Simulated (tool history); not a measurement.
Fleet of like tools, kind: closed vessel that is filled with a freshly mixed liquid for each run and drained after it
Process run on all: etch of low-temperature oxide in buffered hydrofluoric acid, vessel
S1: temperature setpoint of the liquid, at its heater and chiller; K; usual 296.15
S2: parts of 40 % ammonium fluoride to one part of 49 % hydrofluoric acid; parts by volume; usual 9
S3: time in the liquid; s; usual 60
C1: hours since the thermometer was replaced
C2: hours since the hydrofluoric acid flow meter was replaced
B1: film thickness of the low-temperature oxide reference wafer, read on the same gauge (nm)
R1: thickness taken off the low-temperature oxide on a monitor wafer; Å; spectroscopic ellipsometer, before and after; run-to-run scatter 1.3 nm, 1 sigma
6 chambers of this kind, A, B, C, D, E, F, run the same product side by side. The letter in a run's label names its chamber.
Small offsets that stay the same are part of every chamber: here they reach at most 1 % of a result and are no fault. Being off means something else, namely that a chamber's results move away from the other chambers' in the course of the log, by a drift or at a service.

run 1C hour=3.0 | S1=296.15 S2=9 S3=60 | C1=455.9 C2=2064.8 | B1=40.024 | R1=1419.0
run 2E hour=8.2 | S1=296.15 S2=9 S3=60 | C1=1076.7 C2=1888.9 | B1=40.021 | R1=1444.2
run 3D hour=13.5 | S1=296.15 S2=9 S3=60 | C1=200.4 C2=35.4 | B1=40.011 | R1=1430.4
run 4B hour=18.0 | S1=296.15 S2=9 S3=60 | C1=80.5 C2=895.3 | B1=39.995 | R1=1439.6
run 5A hour=23.4 | S1=296.15 S2=9 S3=60 | C1=54.9 C2=480.4 | B1=40.035 | R1=1445.1
run 6F hour=27.8 | S1=296.15 S2=9 S3=60 | C1=1126.6 C2=394.5 | B1=40.001 | R1=1438.9
run 7A hour=32.0 | S1=296.15 S2=9 S3=60 | C1=63.5 C2=489.0 | B1=39.955 | R1=1418.2
run 8E hour=35.0 | S1=296.15 S2=9 S3=60 | C1=1103.5 C2=1915.7 | B1=40.001 | R1=1423.0
run 9B hour=39.8 | S1=296.15 S2=9 S3=60 | C1=102.3 C2=917.1 | B1=39.984 | R1=1437.9
run 10D hour=44.3 | S1=296.15 S2=9 S3=60 | C1=231.2 C2=66.2 | B1=40.011 | R1=1415.4
run 11C hour=48.9 | S1=296.15 S2=9 S3=60 | C1=501.8 C2=2110.7 | B1=40.005 | R1=1423.5
run 12F hour=54.1 | S1=296.15 S2=9 S3=60 | C1=1152.9 C2=420.8 | B1=40.009 | R1=1439.4
run 13E hour=59.4 | S1=296.15 S2=9 S3=60 | C1=1127.9 C2=1940.1 | B1=39.991 | R1=1422.0
run 14A hour=64.3 | S1=296.15 S2=6 S3=85 | C1=95.8 C2=521.3 | B1=40.013 | R1=2996.5
run 15C hour=67.4 | S1=296.15 S2=6 S3=85 | C1=520.3 C2=2129.2 | B1=39.985 | R1=3050.1
run 16B hour=70.0 | S1=296.15 S2=6 S3=85 | C1=132.5 C2=947.3 | B1=39.996 | R1=3082.6
run 17F hour=72.8 | S1=296.15 S2=6 S3=85 | C1=1171.6 C2=439.5 | B1=40.001 | R1=3000.4
run 18D hour=77.8 | S1=296.15 S2=6 S3=85 | C1=264.7 C2=99.7 | B1=40.008 | R1=3043.2
run 19B hour=83.0 | S1=296.15 S2=6 S3=85 | C1=145.5 C2=960.3 | B1=40.041 | R1=3057.0
run 20D hour=88.1 | S1=296.15 S2=9 S3=60 | C1=275.0 C2=110.0 | B1=39.987 | R1=1412.7
run 21C hour=92.3 | S1=296.15 S2=9 S3=60 | C1=545.2 C2=2154.1 | B1=39.994 | R1=1428.6
run 22E hour=95.1 | S1=296.15 S2=9 S3=60 | C1=1163.6 C2=1975.8 | B1=40.011 | R1=1437.1
run 23A hour=99.1 | S1=296.15 S2=9 S3=60 | C1=130.6 C2=556.1 | B1=39.986 | R1=1446.0
run 24F hour=104.5 | S1=296.15 S2=9 S3=60 | C1=1203.3 C2=471.2 | B1=40.000 | R1=1425.3
run 25D hour=109.0 | S1=296.15 S2=9 S3=60 | C1=295.9 C2=130.9 | B1=39.996 | R1=1425.0
run 26E hour=111.9 | S1=296.15 S2=9 S3=60 | C1=1180.4 C2=1992.6 | B1=39.989 | R1=1438.1
run 27A hour=116.3 | S1=296.15 S2=9 S3=90 | C1=147.8 C2=573.3 | B1=40.003 | R1=2167.8
run 28B hour=119.4 | S1=296.15 S2=9 S3=90 | C1=181.9 C2=996.7 | B1=40.007 | R1=2132.1
run 29F hour=123.8 | S1=296.15 S2=9 S3=90 | C1=1222.6 C2=490.5 | B1=39.990 | R1=2170.4
run 30C hour=128.6 | S1=296.15 S2=9 S3=90 | C1=581.5 C2=2190.4 | B1=40.016 | R1=2136.4
run 31B hour=133.0 | S1=296.15 S2=9 S3=90 | C1=195.5 C2=1010.3 | B1=40.001 | R1=2184.5
run 32C hour=137.6 | S1=296.15 S2=9 S3=90 | C1=590.5 C2=2199.4 | B1=39.957 | R1=2108.9
run 33E hour=142.9 | S1=296.15 S2=9 S3=60 | C1=1211.4 C2=2023.6 | B1=39.984 | R1=1427.0
run 34D hour=146.1 | S1=296.15 S2=9 S3=60 | C1=333.0 C2=168.0 | B1=40.009 | R1=1416.3
run 35F hour=149.7 | S1=296.15 S2=9 S3=60 | C1=1248.5 C2=516.4 | B1=39.975 | R1=1414.1
run 36A hour=152.7 | S1=296.15 S2=9 S3=60 | C1=184.2 C2=609.7 | B1=40.006 | R1=1439.4
run 37A hour=156.8 | S1=296.15 S2=9 S3=60 | C1=188.3 C2=613.8 | B1=40.013 | R1=1427.6
run 38D hour=160.6 | S1=296.15 S2=9 S3=60 | C1=347.5 C2=182.5 | B1=40.006 | R1=1422.3
run 39C hour=165.6 | S1=296.15 S2=9 S3=60 | C1=618.5 C2=2227.4 | B1=40.002 | R1=1429.7

What goes on in this fleet: one chamber off, a drifting gauge, or nothing beyond the chambers' own small offsets? Name the chamber and the cause, if any.

The fleet is healthy, with each chamber sitting at its usual small offset and no drift in the gauge.
